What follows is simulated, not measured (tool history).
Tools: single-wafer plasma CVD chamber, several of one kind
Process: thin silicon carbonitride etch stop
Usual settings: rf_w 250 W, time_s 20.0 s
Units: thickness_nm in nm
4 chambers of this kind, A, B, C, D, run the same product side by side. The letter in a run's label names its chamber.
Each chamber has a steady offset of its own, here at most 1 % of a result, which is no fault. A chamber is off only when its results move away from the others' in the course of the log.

run	hour	rf_w	time_s	hours since the last thermocouple change	hours since the last RF generator calibration	read-back reference wafer on the same gauge, thickness_nm	thickness_nm
1C	5.4	250	20.0	917.8	1363.2	10.802	12.120
2D	9.8	250	20.0	1174.4	1543.5	10.796	12.061
3A	15.1	250	20.0	404.2	175.5	10.803	12.165
4B	21.1	250	20.0	342.3	696.3	10.807	12.138
5D	29.1	225	23.8	1193.7	1562.8	10.804	13.890
6C	38.4	225	23.8	950.8	1396.2	10.815	13.960
7B	45.2	225	23.8	366.4	720.4	10.813	14.018
8A	53.6	225	23.8	442.7	214.0	10.811	14.018
9A	62.3	250	20.0	451.4	222.7	10.815	12.186
10C	71.9	290	20.0	984.3	1429.7	10.821	12.662
11B	80.9	290	20.0	402.1	756.1	10.823	12.709
12D	87.8	290	20.0	1252.4	1621.5	10.823	12.615
13A	94.3	290	20.0	483.4	254.7	10.826	12.760
14D	100.9	290	23.5	1265.5	1634.6	10.826	14.838
15C	109.1	290	23.5	1021.5	1466.9	10.827	14.940
16B	115.8	290	23.5	437.0	791.0	10.828	14.956
17B	120.7	290	23.5	441.9	795.9	10.830	14.947
18C	126.2	285	17.3	1038.6	1484.0	10.833	10.953
19A	130.6	285	17.3	519.7	291.0	10.832	10.991
20D	137.8	285	17.3	1302.4	1671.5	10.834	10.863
21D	144.3	285	17.3	1308.9	1678.0	10.837	10.881
22C	154.0	250	20.0	1066.4	1511.8	10.841	12.163
23A	158.7	250	20.0	547.8	319.1	10.844	12.230
24B	163.1	250	20.0	484.3	838.3	10.842	12.161
25C	168.6	250	20.0	1081.0	1526.4	10.842	12.172
26D	174.5	250	20.0	1339.1	1708.2	10.848	12.123
27B	180.0	250	20.0	501.2	855.2	10.849	12.219
28A	184.9	250	20.0	574.0	345.3	10.850	12.203
29D	193.6	295	20.0	1358.2	1727.3	10.847	12.735
30A	200.5	295	20.0	589.6	360.9	10.850	12.871
31C	205.8	295	20.0	1118.2	1563.6	10.854	12.778
32B	214.4	295	20.0	535.6	889.6	10.859	12.787
33D	224.1	250	20.0	1388.7	1757.8	10.860	12.127
34A	228.9	250	20.0	618.0	389.3	10.861	12.245
35C	233.8	250	20.0	1146.2	1591.6	10.859	12.169
36B	239.4	250	20.0	560.6	914.6	10.862	12.191
37B	247.7	250	20.0	568.9	922.9	10.863	12.214
38D	255.4	250	20.0	1420.0	1789.1	10.864	12.134
39C	264.5	250	20.0	1176.9	1622.3	10.869	12.207

All 4 chambers run these settings next. Forecast each chamber's results:
40A	271.5	250	17.7				?
40B	271.5	250	17.7				?
40C	271.5	250	17.7				?
40D	271.5	250	17.7				?

run	thickness_nm
40A	10.882
40B	10.807
40C	10.785
40D	10.757
